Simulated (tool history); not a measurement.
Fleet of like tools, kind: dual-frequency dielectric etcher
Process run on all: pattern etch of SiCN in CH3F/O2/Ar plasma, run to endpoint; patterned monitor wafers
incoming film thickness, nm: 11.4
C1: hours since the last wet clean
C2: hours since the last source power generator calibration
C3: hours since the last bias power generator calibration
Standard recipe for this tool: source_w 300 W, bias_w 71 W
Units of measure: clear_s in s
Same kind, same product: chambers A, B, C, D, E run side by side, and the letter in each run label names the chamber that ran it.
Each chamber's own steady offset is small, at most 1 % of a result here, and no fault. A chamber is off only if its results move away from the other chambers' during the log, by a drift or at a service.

{"run": "1E", "day": 0.117, "source_w": 300, "bias_w": 71, "C1": 185.7, "C2": 929.4, "C3": 1684, "clear_s": 33.89}
{"run": "2C", "day": 0.275, "source_w": 300, "bias_w": 71, "C1": 429.8, "C2": 1462.8, "C3": 509.7, "clear_s": 33.638}
{"run": "3B", "day": 0.371, "source_w": 300, "bias_w": 71, "C1": 136.5, "C2": 1375.4, "C3": 2209.5, "clear_s": 34.248}
{"run": "4D", "day": 0.521, "source_w": 300, "bias_w": 71, "C1": 196, "C2": 1030.1, "C3": 2506, "clear_s": 34.015}
{"run": "5A", "day": 0.667, "source_w": 300, "bias_w": 71, "C1": 248.7, "C2": 1432.5, "C3": 815.8, "clear_s": 33.78}
{"run": "6C", "day": 0.788, "source_w": 300, "bias_w": 71, "C1": 442.1, "C2": 1475.1, "C3": 522, "clear_s": 33.976}
{"run": "7A", "day": 0.883, "source_w": 300, "bias_w": 65, "C1": 253.9, "C2": 1437.7, "C3": 821, "clear_s": 35.526}
{"run": "8D", "day": 1.021, "source_w": 300, "bias_w": 65, "C1": 208, "C2": 1042.1, "C3": 2518, "clear_s": 35.488}
{"run": "9E", "day": 1.221, "source_w": 300, "bias_w": 65, "C1": 212.2, "C2": 955.9, "C3": 1710.5, "clear_s": 35.076}
{"run": "10B", "day": 1.388, "source_w": 300, "bias_w": 65, "C1": 160.9, "C2": 1399.8, "C3": 2233.9, "clear_s": 34.983}
{"run": "11E", "day": 1.579, "source_w": 300, "bias_w": 65, "C1": 220.8, "C2": 964.5, "C3": 1719.1, "clear_s": 35.287}
{"run": "12D", "day": 1.696, "source_w": 300, "bias_w": 71, "C1": 224.2, "C2": 1058.3, "C3": 2534.2, "clear_s": 33.974}
{"day": 1.8, "done": "chamber C: wet clean of the chamber"}
{"run": "13B", "day": 1.825, "source_w": 300, "bias_w": 71, "C1": 171.4, "C2": 1410.3, "C3": 2244.4, "clear_s": 34.364}
{"run": "14C", "day": 2.012, "source_w": 300, "bias_w": 65, "C1": 5.1, "C2": 1504.5, "C3": 551.4, "clear_s": 34.725}
{"run": "15A", "day": 2.175, "source_w": 300, "bias_w": 65, "C1": 284.9, "C2": 1468.7, "C3": 852, "clear_s": 34.854}
{"run": "16A", "day": 2.283, "source_w": 300, "bias_w": 65, "C1": 287.5, "C2": 1471.3, "C3": 854.6, "clear_s": 34.917}
{"run": "17C", "day": 2.442, "source_w": 300, "bias_w": 65, "C1": 15.4, "C2": 1514.8, "C3": 561.7, "clear_s": 34.874}
{"run": "18B", "day": 2.529, "source_w": 300, "bias_w": 65, "C1": 188.3, "C2": 1427.2, "C3": 2261.3, "clear_s": 35.645}
{"run": "19D", "day": 2.633, "source_w": 300, "bias_w": 71, "C1": 246.7, "C2": 1080.8, "C3": 2556.7, "clear_s": 34.323}
{"run": "20E", "day": 2.808, "source_w": 300, "bias_w": 71, "C1": 250.3, "C2": 994, "C3": 1748.6, "clear_s": 34.227}
{"run": "21B", "day": 2.979, "source_w": 300, "bias_w": 71, "C1": 199.1, "C2": 1438, "C3": 2272.1, "clear_s": 34.401}
{"run": "22D", "day": 3.179, "source_w": 300, "bias_w": 71, "C1": 259.8, "C2": 1093.9, "C3": 2569.8, "clear_s": 34.459}
{"run": "23A", "day": 3.35, "source_w": 300, "bias_w": 71, "C1": 313.1, "C2": 1496.9, "C3": 880.2, "clear_s": 33.575}
{"run": "24E", "day": 3.492, "source_w": 300, "bias_w": 71, "C1": 266.7, "C2": 1010.4, "C3": 1765, "clear_s": 33.955}
{"run": "25C", "day": 3.608, "source_w": 300, "bias_w": 71, "C1": 43.4, "C2": 1542.8, "C3": 589.7, "clear_s": 34.018}
{"run": "26E", "day": 3.8, "source_w": 330, "bias_w": 58, "C1": 274.1, "C2": 1017.8, "C3": 1772.4, "clear_s": 35.231}
{"run": "27A", "day": 3.917, "source_w": 330, "bias_w": 58, "C1": 326.7, "C2": 1510.5, "C3": 893.8, "clear_s": 35.437}
{"run": "28D", "day": 4.062, "source_w": 330, "bias_w": 58, "C1": 281, "C2": 1115.1, "C3": 2591, "clear_s": 35.607}
{"run": "29B", "day": 4.175, "source_w": 330, "bias_w": 58, "C1": 227.8, "C2": 1466.7, "C3": 2300.8, "clear_s": 35.774}
{"run": "30C", "day": 4.338, "source_w": 330, "bias_w": 58, "C1": 60.9, "C2": 1560.3, "C3": 607.2, "clear_s": 35.051}
{"run": "31B", "day": 4.467, "source_w": 300, "bias_w": 71, "C1": 234.8, "C2": 1473.7, "C3": 2307.8, "clear_s": 33.802}
{"run": "32A", "day": 4.608, "source_w": 300, "bias_w": 71, "C1": 343.3, "C2": 1527.1, "C3": 910.4, "clear_s": 33.907}
{"run": "33C", "day": 4.742, "source_w": 300, "bias_w": 71, "C1": 70.6, "C2": 1570, "C3": 616.9, "clear_s": 33.556}
{"run": "34E", "day": 4.904, "source_w": 300, "bias_w": 71, "C1": 300.6, "C2": 1044.3, "C3": 1798.9, "clear_s": 33.964}
{"run": "35D", "day": 5.017, "source_w": 220, "bias_w": 79, "C1": 303.9, "C2": 1138, "C3": 2613.9, "clear_s": 36.628}
{"run": "36D", "day": 5.146, "source_w": 220, "bias_w": 79, "C1": 307, "C2": 1141.1, "C3": 2617, "clear_s": 36.61}
{"run": "37E", "day": 5.292, "source_w": 220, "bias_w": 79, "C1": 309.9, "C2": 1053.6, "C3": 1808.2, "clear_s": 36.376}
{"run": "38A", "day": 5.433, "source_w": 220, "bias_w": 79, "C1": 363.1, "C2": 1546.9, "C3": 930.2, "clear_s": 36.893}
{"run": "39B", "day": 5.542, "source_w": 220, "bias_w": 79, "C1": 260.6, "C2": 1499.5, "C3": 2333.6, "clear_s": 37.264}

What goes on in this fleet: one chamber off, a drifting gauge, or nothing beyond the chambers' own small offsets? Name the chamber and the cause, if any.

Neither any chamber nor the gauge drifts; the chambers differ only by their own small, steady offsets.
